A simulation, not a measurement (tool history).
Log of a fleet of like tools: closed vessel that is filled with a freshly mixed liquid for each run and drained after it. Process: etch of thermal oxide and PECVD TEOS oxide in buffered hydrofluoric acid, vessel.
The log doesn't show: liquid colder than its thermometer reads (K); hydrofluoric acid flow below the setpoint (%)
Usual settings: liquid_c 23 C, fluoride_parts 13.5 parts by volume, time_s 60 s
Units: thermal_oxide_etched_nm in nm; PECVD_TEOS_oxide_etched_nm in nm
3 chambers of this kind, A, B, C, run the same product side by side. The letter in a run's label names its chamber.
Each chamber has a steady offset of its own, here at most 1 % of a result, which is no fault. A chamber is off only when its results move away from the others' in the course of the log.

| run | hour | liquid_c | fluoride_parts | time_s | hours since the thermometer was replaced | hours since the hydrofluoric acid flow meter was replaced | read-back film thickness of the thermal oxide reference wafer, read on the same gauge (nm) | read-back film thickness of the PECVD TEOS oxide reference wafer, read on the same gauge (nm) | thermal_oxide_etched_nm | PECVD_TEOS_oxide_etched_nm |
|---|---|---|---|---|---|---|---|---|---|---|
| 1A | 9.4 | 23 | 13.5 | 60 | 42 | 697.5 | 99.975 | 140.01 | 47.328 | 103.32 |
| 2B | 19.9 | 23 | 13.5 | 60 | 2118.6 | 283 | 100.04 | 140.03 | 47.785 | 103.35 |
| 3C | 31.2 | 23 | 13.5 | 60 | 1244 | 1261.6 | 100.04 | 140.01 | 47.606 | 101.67 |
| 4A | 41.3 | 23 | 13.5 | 60 | 73.9 | 729.4 | 100.01 | 140.02 | 47.36 | 102.86 |
| 5B | 49.7 | 23 | 13.5 | 60 | 2148.4 | 312.8 | 100.02 | 139.99 | 47.649 | 103.25 |
| 6C | 58.9 | 23 | 13.5 | 60 | 1271.7 | 1289.3 | 99.998 | 140 | 47.739 | 101.01 |
| 7C | 70.6 | 23 | 13.5 | 60 | 1283.4 | 1301 | 100 | 139.97 | 47.52 | 101.1 |
| 8A | 81 | 23 | 13.5 | 60 | 113.6 | 769.1 | 99.999 | 140.01 | 47.375 | 102.67 |
| 9B | 89.5 | 23 | 13.5 | 45 | 2188.2 | 352.6 | 99.996 | 140 | 35.863 | 76.73 |
|  | 96.3 | chamber C: hydrofluoric acid flow meter replaced |
| 10C | 96.8 | 23 | 13.5 | 45 | 1309.6 | 0.5 | 99.973 | 140.02 | 35.868 | 76.989 |
| 11A | 102.6 | 23 | 13.5 | 45 | 135.2 | 790.7 | 100.03 | 139.96 | 35.513 | 77.695 |
| 12B | 110.5 | 23 | 13.5 | 60 | 2209.2 | 373.6 | 99.96 | 140 | 47.993 | 102.28 |
| 13A | 119.3 | 23 | 13.5 | 60 | 151.9 | 807.4 | 100.02 | 140.04 | 47.353 | 104.19 |
| 14B | 128.8 | 23 | 13.5 | 60 | 2227.5 | 391.9 | 100.05 | 140.02 | 47.767 | 103.31 |
| 15C | 138.1 | 23 | 13.5 | 60 | 1350.9 | 41.8 | 100.02 | 140.02 | 47.748 | 100.64 |
| 16C | 150.5 | 23 | 13.5 | 60 | 1363.3 | 54.2 | 100 | 140 | 47.611 | 101.97 |
| 17A | 162.3 | 23 | 13.5 | 60 | 194.9 | 850.4 | 100.04 | 140 | 47.501 | 103.1 |
| 18B | 169.8 | 23 | 13.5 | 60 | 2268.5 | 432.9 | 99.999 | 140 | 47.669 | 102.43 |
| 19B | 177.2 | 23 | 13.5 | 60 | 2275.9 | 440.3 | 100.04 | 140.01 | 47.736 | 101.97 |
| 20C | 183.8 | 23 | 13.5 | 60 | 1396.6 | 87.5 | 99.997 | 140.03 | 47.403 | 101.52 |
| 21A | 191.8 | 23 | 13.5 | 60 | 224.4 | 879.9 | 99.999 | 140 | 47.742 | 102.99 |
| 22A | 201.3 | 23 | 13.5 | 60 | 233.9 | 889.4 | 100 | 139.99 | 47.522 | 103.53 |
| 23C | 214 | 23 | 15 | 60 | 1426.8 | 117.7 | 100.06 | 139.99 | 43.159 | 92.222 |
| 24B | 226.7 | 23 | 15 | 60 | 2325.4 | 489.8 | 100 | 140.01 | 42.754 | 92.878 |
| 25C | 239.1 | 23 | 15 | 60 | 1451.9 | 142.8 | 100.01 | 140 | 43.012 | 92.541 |
| 26B | 248.2 | 23 | 13.5 | 60 | 2346.9 | 511.3 | 99.999 | 140.01 | 47.563 | 103.09 |
| 27A | 254.7 | 23 | 13.5 | 60 | 287.3 | 942.8 | 99.993 | 140 | 47.582 | 103.13 |
| 28A | 264.8 | 23 | 13.5 | 60 | 297.4 | 952.9 | 100.01 | 140 | 47.339 | 103.48 |

Is one chamber off against the others, does the gauge drift, or is nothing wrong? If a chamber is off, say which, and what the likeliest cause is.

No chamber stands off beyond its own small offset, and the gauge holds steady.
